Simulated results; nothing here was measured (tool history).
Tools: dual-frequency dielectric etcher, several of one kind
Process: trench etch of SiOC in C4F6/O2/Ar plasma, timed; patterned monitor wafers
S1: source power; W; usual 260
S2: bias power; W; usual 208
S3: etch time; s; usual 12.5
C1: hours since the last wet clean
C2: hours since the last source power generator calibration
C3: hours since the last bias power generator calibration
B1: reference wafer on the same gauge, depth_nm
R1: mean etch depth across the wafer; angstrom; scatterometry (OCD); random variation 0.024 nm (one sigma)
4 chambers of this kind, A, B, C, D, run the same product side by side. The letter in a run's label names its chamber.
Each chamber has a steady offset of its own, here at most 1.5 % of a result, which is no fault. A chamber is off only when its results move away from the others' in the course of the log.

{"run": "1A", "hour": 12.3, "S1": 260, "S2": 208, "S3": 12.5, "C1": 298.4, "C2": 570.1, "C3": 4429.0, "B1": 19.3, "R1": 230.5}
{"run": "2D", "hour": 20.0, "S1": 260, "S2": 208, "S3": 12.5, "C1": 346.3, "C2": 2415.2, "C3": 2586.1, "B1": 19.297, "R1": 230.33}
{"run": "3B", "hour": 31.5, "S1": 260, "S2": 208, "S3": 12.5, "C1": 54.0, "C2": 1350.5, "C3": 2345.8, "B1": 19.289, "R1": 231.59}
{"hour": 38.2, "done": "chamber C: wet clean of the chamber"}
{"run": "4C", "hour": 40.1, "S1": 260, "S2": 208, "S3": 12.5, "C1": 1.9, "C2": 4187.6, "C3": 1518.6, "B1": 19.296, "R1": 232.9}
{"run": "5A", "hour": 52.4, "S1": 260, "S2": 208, "S3": 12.5, "C1": 338.5, "C2": 610.2, "C3": 4469.1, "B1": 19.292, "R1": 230.54}
{"run": "6C", "hour": 64.8, "S1": 260, "S2": 208, "S3": 12.5, "C1": 26.6, "C2": 4212.3, "C3": 1543.3, "B1": 19.288, "R1": 233.38}
{"run": "7B", "hour": 78.0, "S1": 260, "S2": 208, "S3": 12.5, "C1": 100.5, "C2": 1397.0, "C3": 2392.3, "B1": 19.284, "R1": 231.32}
{"hour": 87.3, "done": "chamber C: source power generator calibrated"}
{"run": "8D", "hour": 90.3, "S1": 260, "S2": 208, "S3": 12.5, "C1": 416.6, "C2": 2485.5, "C3": 2656.4, "B1": 19.282, "R1": 230.4}
{"run": "9A", "hour": 99.5, "S1": 260, "S2": 208, "S3": 12.5, "C1": 385.6, "C2": 657.3, "C3": 4516.2, "B1": 19.283, "R1": 230.6}
{"run": "10D", "hour": 110.3, "S1": 260, "S2": 208, "S3": 12.5, "C1": 436.6, "C2": 2505.5, "C3": 2676.4, "B1": 19.279, "R1": 229.81}
{"run": "11B", "hour": 122.4, "S1": 260, "S2": 208, "S3": 12.5, "C1": 144.9, "C2": 1441.4, "C3": 2436.7, "B1": 19.274, "R1": 231.53}
{"run": "12C", "hour": 128.7, "S1": 260, "S2": 208, "S3": 12.5, "C1": 90.5, "C2": 41.4, "C3": 1607.2, "B1": 19.277, "R1": 232.16}
{"run": "13A", "hour": 138.4, "S1": 260, "S2": 187, "S3": 14.5, "C1": 424.5, "C2": 696.2, "C3": 4555.1, "B1": 19.267, "R1": 258.11}
{"run": "14B", "hour": 152.3, "S1": 260, "S2": 187, "S3": 14.5, "C1": 174.8, "C2": 1471.3, "C3": 2466.6, "B1": 19.27, "R1": 259.14}
{"run": "15C", "hour": 159.9, "S1": 260, "S2": 187, "S3": 14.5, "C1": 121.7, "C2": 72.6, "C3": 1638.4, "B1": 19.266, "R1": 260.1}
{"run": "16D", "hour": 167.1, "S1": 260, "S2": 187, "S3": 14.5, "C1": 493.4, "C2": 2562.3, "C3": 2733.2, "B1": 19.263, "R1": 257.6}
{"run": "17D", "hour": 178.1, "S1": 260, "S2": 208, "S3": 12.5, "C1": 504.4, "C2": 2573.3, "C3": 2744.2, "B1": 19.262, "R1": 229.61}
{"hour": 181.0, "done": "chamber D: wet clean of the chamber"}
{"run": "18A", "hour": 191.1, "S1": 300, "S2": 208, "S3": 16.5, "C1": 477.2, "C2": 748.9, "C3": 4607.8, "B1": 19.26, "R1": 320.92}
{"run": "19C", "hour": 199.3, "S1": 300, "S2": 208, "S3": 16.5, "C1": 161.1, "C2": 112.0, "C3": 1677.8, "B1": 19.26, "R1": 323.95}
{"run": "20B", "hour": 208.5, "S1": 300, "S2": 208, "S3": 16.5, "C1": 231.0, "C2": 1527.5, "C3": 2522.8, "B1": 19.259, "R1": 323.05}
{"hour": 211.8, "done": "chamber A: wet clean of the chamber"}
{"run": "21B", "hour": 219.8, "S1": 300, "S2": 208, "S3": 16.5, "C1": 242.3, "C2": 1538.8, "C3": 2534.1, "B1": 19.26, "R1": 322.63}
{"run": "22D", "hour": 227.3, "S1": 260, "S2": 208, "S3": 12.5, "C1": 46.3, "C2": 2622.5, "C3": 2793.4, "B1": 19.257, "R1": 230.44}
{"run": "23C", "hour": 237.5, "S1": 260, "S2": 208, "S3": 12.5, "C1": 199.3, "C2": 150.2, "C3": 1716.0, "B1": 19.255, "R1": 231.97}
{"run": "24A", "hour": 249.5, "S1": 260, "S2": 208, "S3": 12.5, "C1": 37.7, "C2": 807.3, "C3": 4666.2, "B1": 19.252, "R1": 230.35}
{"run": "25B", "hour": 256.7, "S1": 260, "S2": 208, "S3": 10.5, "C1": 279.2, "C2": 1575.7, "C3": 2571.0, "B1": 19.248, "R1": 194.1}
{"run": "26A", "hour": 267.5, "S1": 260, "S2": 208, "S3": 10.5, "C1": 55.7, "C2": 825.3, "C3": 4684.2, "B1": 19.245, "R1": 193.63}
{"run": "27C", "hour": 273.8, "S1": 260, "S2": 208, "S3": 10.5, "C1": 235.6, "C2": 186.5, "C3": 1752.3, "B1": 19.25, "R1": 195.01}
{"hour": 278.6, "done": "chamber B: bias power generator calibrated"}
{"run": "28D", "hour": 282.0, "S1": 260, "S2": 208, "S3": 10.5, "C1": 101.0, "C2": 2677.2, "C3": 2848.1, "B1": 19.247, "R1": 192.79}
{"run": "29B", "hour": 290.2, "S1": 260, "S2": 208, "S3": 12.5, "C1": 312.7, "C2": 1609.2, "C3": 11.7, "B1": 19.237, "R1": 231.18}
{"hour": 297.8, "done": "chamber A: bias power generator calibrated"}
{"run": "30D", "hour": 302.1, "S1": 260, "S2": 208, "S3": 12.5, "C1": 121.1, "C2": 2697.3, "C3": 2868.2, "B1": 19.244, "R1": 229.8}
{"run": "31A", "hour": 310.5, "S1": 260, "S2": 208, "S3": 12.5, "C1": 98.7, "C2": 868.3, "C3": 12.7, "B1": 19.241, "R1": 230.19}
{"run": "32C", "hour": 323.0, "S1": 260, "S2": 208, "S3": 12.5, "C1": 284.8, "C2": 235.7, "C3": 1801.5, "B1": 19.237, "R1": 232.07}
{"run": "33B", "hour": 334.7, "S1": 260, "S2": 208, "S3": 12.5, "C1": 357.2, "C2": 1653.7, "C3": 56.2, "B1": 19.238, "R1": 230.9}
{"run": "34D", "hour": 342.7, "S1": 260, "S2": 208, "S3": 12.5, "C1": 161.7, "C2": 2737.9, "C3": 2908.8, "B1": 19.225, "R1": 229.57}
{"run": "35A", "hour": 351.4, "S1": 260, "S2": 208, "S3": 12.5, "C1": 139.6, "C2": 909.2, "C3": 53.6, "B1": 19.228, "R1": 229.98}
{"run": "36C", "hour": 361.8, "S1": 260, "S2": 208, "S3": 12.5, "C1": 323.6, "C2": 274.5, "C3": 1840.3, "B1": 19.229, "R1": 232.12}
{"run": "37D", "hour": 373.1, "S1": 260, "S2": 208, "S3": 12.5, "C1": 192.1, "C2": 2768.3, "C3": 2939.2, "B1": 19.226, "R1": 229.37}
{"run": "38A", "hour": 384.6, "S1": 240, "S2": 208, "S3": 12.5, "C1": 172.8, "C2": 942.4, "C3": 86.8, "B1": 19.222, "R1": 222.72}
{"run": "39C", "hour": 391.3, "S1": 240, "S2": 208, "S3": 12.5, "C1": 353.1, "C2": 304.0, "C3": 1869.8, "B1": 19.218, "R1": 224.28}

What goes on in this fleet: one chamber off, a drifting gauge, or nothing beyond the chambers' own small offsets? Name the chamber and the cause, if any.

The gauge drifts, so all chambers seem to drift together. No chamber is off.
Cause: gauge reads low (%) = 0.421.
